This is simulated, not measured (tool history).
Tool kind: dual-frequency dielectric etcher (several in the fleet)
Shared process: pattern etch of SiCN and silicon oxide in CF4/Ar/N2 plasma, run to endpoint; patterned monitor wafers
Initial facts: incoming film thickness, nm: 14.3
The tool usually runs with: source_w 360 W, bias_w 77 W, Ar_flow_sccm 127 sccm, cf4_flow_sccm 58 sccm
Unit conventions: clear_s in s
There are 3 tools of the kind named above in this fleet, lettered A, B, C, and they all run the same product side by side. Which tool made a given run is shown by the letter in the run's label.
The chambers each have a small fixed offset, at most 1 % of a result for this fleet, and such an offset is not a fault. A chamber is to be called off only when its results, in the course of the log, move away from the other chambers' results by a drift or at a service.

run  hour  source_w  bias_w  Ar_flow_sccm  cf4_flow_sccm  clear_s
 1A   2.4       360      77           127             58   20.869
 2B     6       360      77           127             58   20.738
 3C  10.7       360      77           127             58   21.152
 4C  14.7       360      77           127             58   21.234
 5B  19.4       360      77           127             58   21.013
 6A    24       400      77           127             58   19.024
 7B  27.6       400      77           127             58   19.157
 8C  31.8       400      77           127             58   19.286
 9A  34.5       360      77           127             58   20.832
10C  39.3       360      77           127             58   21.137
11B  42.3       430      77           148             58   18.437
12A  44.8       430      77           148             58   18.326
13B  48.8       430      77           148             58   18.458
14A  52.8       410      77           117             58   18.288
15C  56.5       410      77           117             58    18.73
16C  59.1       410      77           117             58   18.944
17A  61.5       360      77           127             58   20.995
18B  65.1       360      77           127             58   21.316
19B  69.5       360      77           127             58   21.212
20C  72.7       360      77           127             58   21.131
21A  76.8       360      77           127             58   20.982
22A  80.4       360      77           127             58   20.838
23C  85.4       360      77           127             58   21.119

Which is it: a chamber that has drifted or been left off by a service, a gauge drift common to all chambers, or only each chamber's usual small offset? If a chamber is off, name it and its likeliest cause.

All chambers stay in line apart from their small fixed offsets, and the gauge does not drift.

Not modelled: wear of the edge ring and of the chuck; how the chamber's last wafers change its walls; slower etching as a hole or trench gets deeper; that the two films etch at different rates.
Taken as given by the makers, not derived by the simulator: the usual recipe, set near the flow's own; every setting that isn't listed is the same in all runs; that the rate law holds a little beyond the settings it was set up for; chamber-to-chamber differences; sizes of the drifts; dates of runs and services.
